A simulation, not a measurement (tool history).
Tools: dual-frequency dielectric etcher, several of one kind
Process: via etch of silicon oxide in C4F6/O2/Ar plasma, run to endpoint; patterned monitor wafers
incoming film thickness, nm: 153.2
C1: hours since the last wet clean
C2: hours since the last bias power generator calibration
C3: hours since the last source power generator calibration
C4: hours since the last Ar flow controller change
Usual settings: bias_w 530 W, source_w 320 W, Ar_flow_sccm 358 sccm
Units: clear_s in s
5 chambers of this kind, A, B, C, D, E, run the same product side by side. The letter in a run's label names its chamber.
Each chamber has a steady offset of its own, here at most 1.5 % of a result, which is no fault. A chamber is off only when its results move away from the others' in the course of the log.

{"run": "1D", "hour": 2.8, "bias_w": 530, "source_w": 320, "Ar_flow_sccm": 358, "C1": 36.4, "C2": 76.3, "C3": 546.5, "C4": 872.2, "clear_s": 36.796}
{"run": "2C", "hour": 4.9, "bias_w": 530, "source_w": 320, "Ar_flow_sccm": 358, "C1": 266, "C2": 1372.9, "C3": 678.3, "C4": 2207.1, "clear_s": 36.889}
{"run": "3B", "hour": 9.5, "bias_w": 530, "source_w": 320, "Ar_flow_sccm": 358, "C1": 143.3, "C2": 924.6, "C3": 1404.1, "C4": 3029.3, "clear_s": 36.496}
{"run": "4A", "hour": 14.0, "bias_w": 530, "source_w": 320, "Ar_flow_sccm": 358, "C1": 313.3, "C2": 2755.9, "C3": 2226.2, "C4": 2949.1, "clear_s": 36.83}
{"run": "5E", "hour": 18.5, "bias_w": 530, "source_w": 320, "Ar_flow_sccm": 358, "C1": 181.4, "C2": 1657.2, "C3": 1646, "C4": 4815, "clear_s": 36.616}
{"run": "6A", "hour": 22.8, "bias_w": 530, "source_w": 320, "Ar_flow_sccm": 358, "C1": 322.1, "C2": 2764.7, "C3": 2235, "C4": 2957.9, "clear_s": 36.754}
{"run": "7E", "hour": 25.0, "bias_w": 530, "source_w": 320, "Ar_flow_sccm": 358, "C1": 187.9, "C2": 1663.7, "C3": 1652.5, "C4": 4821.5, "clear_s": 36.592}
{"run": "8D", "hour": 29.6, "bias_w": 530, "source_w": 320, "Ar_flow_sccm": 358, "C1": 63.2, "C2": 103.1, "C3": 573.3, "C4": 899, "clear_s": 37.268}
{"run": "9C", "hour": 34.1, "bias_w": 530, "source_w": 300, "Ar_flow_sccm": 314, "C1": 295.2, "C2": 1402.1, "C3": 707.5, "C4": 2236.3, "clear_s": 37.176}
{"hour": 34.3, "done": "chamber A: wet clean of the chamber"}
{"run": "10B", "hour": 39.0, "bias_w": 530, "source_w": 300, "Ar_flow_sccm": 314, "C1": 172.8, "C2": 954.1, "C3": 1433.6, "C4": 3058.8, "clear_s": 36.652}
{"run": "11D", "hour": 41.7, "bias_w": 530, "source_w": 300, "Ar_flow_sccm": 314, "C1": 75.3, "C2": 115.2, "C3": 585.4, "C4": 911.1, "clear_s": 37.287}
{"run": "12A", "hour": 46.5, "bias_w": 530, "source_w": 300, "Ar_flow_sccm": 314, "C1": 12.2, "C2": 2788.4, "C3": 2258.7, "C4": 2981.6, "clear_s": 37.037}
{"run": "13E", "hour": 50.5, "bias_w": 530, "source_w": 300, "Ar_flow_sccm": 314, "C1": 213.4, "C2": 1689.2, "C3": 1678, "C4": 4847, "clear_s": 37.301}
{"run": "14B", "hour": 52.7, "bias_w": 530, "source_w": 320, "Ar_flow_sccm": 358, "C1": 186.5, "C2": 967.8, "C3": 1447.3, "C4": 3072.5, "clear_s": 36.487}
{"run": "15C", "hour": 55.3, "bias_w": 530, "source_w": 320, "Ar_flow_sccm": 358, "C1": 316.4, "C2": 1423.3, "C3": 728.7, "C4": 2257.5, "clear_s": 36.627}
{"run": "16D", "hour": 59.9, "bias_w": 530, "source_w": 290, "Ar_flow_sccm": 406, "C1": 93.5, "C2": 133.4, "C3": 603.6, "C4": 929.3, "clear_s": 38.903}
{"run": "17C", "hour": 63.2, "bias_w": 530, "source_w": 290, "Ar_flow_sccm": 406, "C1": 324.3, "C2": 1431.2, "C3": 736.6, "C4": 2265.4, "clear_s": 38.735}
{"run": "18A", "hour": 66.8, "bias_w": 530, "source_w": 290, "Ar_flow_sccm": 406, "C1": 32.5, "C2": 2808.7, "C3": 2279, "C4": 3001.9, "clear_s": 38.954}
{"run": "19B", "hour": 71.4, "bias_w": 530, "source_w": 290, "Ar_flow_sccm": 406, "C1": 205.2, "C2": 986.5, "C3": 1466, "C4": 3091.2, "clear_s": 38.296}
{"run": "20E", "hour": 75.1, "bias_w": 530, "source_w": 290, "Ar_flow_sccm": 406, "C1": 238, "C2": 1713.8, "C3": 1702.6, "C4": 4871.6, "clear_s": 39.11}
{"run": "21C", "hour": 77.8, "bias_w": 530, "source_w": 320, "Ar_flow_sccm": 358, "C1": 338.9, "C2": 1445.8, "C3": 751.2, "C4": 2280, "clear_s": 36.972}
{"run": "22B", "hour": 80.1, "bias_w": 530, "source_w": 320, "Ar_flow_sccm": 358, "C1": 213.9, "C2": 995.2, "C3": 1474.7, "C4": 3099.9, "clear_s": 36.707}
{"run": "23E", "hour": 82.7, "bias_w": 428, "source_w": 380, "Ar_flow_sccm": 358, "C1": 245.6, "C2": 1721.4, "C3": 1710.2, "C4": 4879.2, "clear_s": 38.074}
{"run": "24A", "hour": 86.7, "bias_w": 428, "source_w": 380, "Ar_flow_sccm": 358, "C1": 52.4, "C2": 2828.6, "C3": 2298.9, "C4": 3021.8, "clear_s": 37.439}
{"run": "25D", "hour": 88.8, "bias_w": 428, "source_w": 380, "Ar_flow_sccm": 358, "C1": 122.4, "C2": 162.3, "C3": 632.5, "C4": 958.2, "clear_s": 37.625}
{"run": "26A", "hour": 91.4, "bias_w": 428, "source_w": 380, "Ar_flow_sccm": 358, "C1": 57.1, "C2": 2833.3, "C3": 2303.6, "C4": 3026.5, "clear_s": 37.123}
{"run": "27C", "hour": 94.1, "bias_w": 428, "source_w": 380, "Ar_flow_sccm": 358, "C1": 355.2, "C2": 1462.1, "C3": 767.5, "C4": 2296.3, "clear_s": 37.515}
{"run": "28D", "hour": 97.4, "bias_w": 530, "source_w": 320, "Ar_flow_sccm": 358, "C1": 131, "C2": 170.9, "C3": 641.1, "C4": 966.8, "clear_s": 36.915}
{"run": "29B", "hour": 100.2, "bias_w": 530, "source_w": 320, "Ar_flow_sccm": 358, "C1": 234, "C2": 1015.3, "C3": 1494.8, "C4": 3120, "clear_s": 36.452}
{"run": "30E", "hour": 104.5, "bias_w": 530, "source_w": 320, "Ar_flow_sccm": 358, "C1": 267.4, "C2": 1743.2, "C3": 1732, "C4": 4901, "clear_s": 37.67}
{"run": "31B", "hour": 107.5, "bias_w": 530, "source_w": 390, "Ar_flow_sccm": 358, "C1": 241.3, "C2": 1022.6, "C3": 1502.1, "C4": 3127.3, "clear_s": 33.886}
{"run": "32A", "hour": 110.1, "bias_w": 530, "source_w": 390, "Ar_flow_sccm": 358, "C1": 75.8, "C2": 2852, "C3": 2322.3, "C4": 3045.2, "clear_s": 34.045}
{"run": "33E", "hour": 114.8, "bias_w": 530, "source_w": 390, "Ar_flow_sccm": 358, "C1": 277.7, "C2": 1753.5, "C3": 1742.3, "C4": 4911.3, "clear_s": 34.979}
{"run": "34C", "hour": 117.7, "bias_w": 530, "source_w": 390, "Ar_flow_sccm": 358, "C1": 378.8, "C2": 1485.7, "C3": 791.1, "C4": 2319.9, "clear_s": 34.373}
{"run": "35D", "hour": 121.9, "bias_w": 530, "source_w": 390, "Ar_flow_sccm": 358, "C1": 155.5, "C2": 195.4, "C3": 665.6, "C4": 991.3, "clear_s": 34.366}
{"run": "36C", "hour": 124.7, "bias_w": 530, "source_w": 320, "Ar_flow_sccm": 358, "C1": 385.8, "C2": 1492.7, "C3": 798.1, "C4": 2326.9, "clear_s": 36.708}
{"run": "37B", "hour": 128.6, "bias_w": 530, "source_w": 380, "Ar_flow_sccm": 305, "C1": 262.4, "C2": 1043.7, "C3": 1523.2, "C4": 3148.4, "clear_s": 33.78}
{"run": "38E", "hour": 132.3, "bias_w": 530, "source_w": 380, "Ar_flow_sccm": 305, "C1": 295.2, "C2": 1771, "C3": 1759.8, "C4": 4928.8, "clear_s": 35.309}

Next, every chamber runs the same settings. What will each give?
{"run": "39A", "hour": 135.8, "bias_w": 530, "source_w": 260, "Ar_flow_sccm": 358, "clear_s": "?"}
{"run": "39B", "hour": 135.8, "bias_w": 530, "source_w": 260, "Ar_flow_sccm": 358, "clear_s": "?"}
{"run": "39C", "hour": 135.8, "bias_w": 530, "source_w": 260, "Ar_flow_sccm": 358, "clear_s": "?"}
{"run": "39D", "hour": 135.8, "bias_w": 530, "source_w": 260, "Ar_flow_sccm": 358, "clear_s": "?"}
{"run": "39E", "hour": 135.8, "bias_w": 530, "source_w": 260, "Ar_flow_sccm": 358, "clear_s": "?"}

run=39A clear_s=39.843
run=39B clear_s=39.529
run=39C clear_s=40.031
run=39D clear_s=40.202
run=39E clear_s=40.971
